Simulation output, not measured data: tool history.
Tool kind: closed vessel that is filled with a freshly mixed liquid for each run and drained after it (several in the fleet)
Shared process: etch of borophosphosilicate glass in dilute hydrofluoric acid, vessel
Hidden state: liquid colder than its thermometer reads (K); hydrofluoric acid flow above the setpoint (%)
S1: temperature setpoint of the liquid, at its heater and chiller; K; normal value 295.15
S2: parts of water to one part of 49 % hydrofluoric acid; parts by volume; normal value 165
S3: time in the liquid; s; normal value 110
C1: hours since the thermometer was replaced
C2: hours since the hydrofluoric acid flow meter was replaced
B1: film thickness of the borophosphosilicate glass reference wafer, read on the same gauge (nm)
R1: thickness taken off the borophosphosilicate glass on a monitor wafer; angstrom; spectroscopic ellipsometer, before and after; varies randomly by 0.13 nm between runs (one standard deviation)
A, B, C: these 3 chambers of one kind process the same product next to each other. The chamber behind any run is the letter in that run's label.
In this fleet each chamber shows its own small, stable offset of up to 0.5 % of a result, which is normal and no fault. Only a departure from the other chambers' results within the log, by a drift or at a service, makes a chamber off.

run	hour	S1	S2	S3	C1	C2	B1	R1
1B	10.1	295.15	165	110	1597.9	1035.5	150	259.48
# hour 24: chamber A: hydrofluoric acid flow meter replaced
2A	24.2	295.15	165	110	741.6	0.2	150.02	258.46
3C	35.9	295.15	165	110	161.2	1687.4	150	258.28
4A	44.6	295.15	165	110	762	20.6	149.99	258.04
5B	56.5	295.15	210	110	1644.3	1081.9	149.99	196.49
6C	68.5	295.15	210	110	193.8	1720	150.01	192.65
7B	82.6	295.15	210	110	1670.4	1108	150	195.74
# hour 91.8: chamber A: thermometer replaced
8A	96.2	292.15	165	110	4.5	72.2	150.02	230.25
9C	107.7	292.15	165	110	233	1759.2	150.03	230.69
# hour 122.1: chamber C: hydrofluoric acid flow meter replaced
10C	123.8	292.15	165	110	249.1	1.7	150.01	227.69
11A	132.2	295.15	165	110	40.5	108.2	149.99	257.69
12B	147.1	295.15	165	110	1734.9	1172.5	150	261.05
13B	162.5	295.15	165	110	1750.3	1187.9	150	261.98
14C	176.9	295.15	165	110	302.2	54.8	150.01	255.37
15A	191	295.15	165	110	99.3	167	150.01	255.58
16A	198.6	295.15	165	110	106.9	174.6	149.99	257.04
17B	205.9	295.15	165	110	1793.7	1231.3	150.01	256.88
18C	217.3	295.15	165	110	342.6	95.2	150	256.59
19B	227.9	295.15	165	110	1815.7	1253.3	150	260.68
20A	235.4	295.15	165	110	143.7	211.4	150.01	256.47
21C	247.2	295.15	165	110	372.5	125.1	150	258.28
22A	256.1	295.15	165	110	164.4	232.1	149.99	257.26
23C	271.3	295.15	165	110	396.6	149.2	150.01	256.32
24B	283.4	290.65	125	110	1871.2	1308.8	150.03	297.6
25B	298.8	290.65	125	110	1886.6	1324.2	150.01	299.86
26A	314.9	290.65	125	110	223.2	290.9	150.01	295.41
27C	328	295.15	165	110	453.3	205.9	150.01	259.11
28C	343	299.15	165	110	468.3	220.9	149.99	298.94
29A	350.8	299.15	165	110	259.1	326.8	150	300.93
30B	363.5	299.15	165	110	1951.3	1388.9	149.99	302.31
31A	377	295.15	165	110	285.3	353	150	257.5
32C	385.1	295.15	240	110	510.4	263	149.98	163.34
33B	395.9	295.15	240	110	1983.7	1421.3	150.01	166.08
34A	408.9	295.15	240	110	317.2	384.9	149.98	165.3
35C	418.1	295.15	165	110	543.4	296	150.03	257.47

Read the log: is a single chamber off, either drifting away or since a service, is the gauge that measures every chamber drifting, or is nothing wrong beyond small per-chamber offsets? Name any odd chamber and what most likely caused it.

The fleet is healthy, with each chamber sitting at its usual small offset and no drift in the gauge.
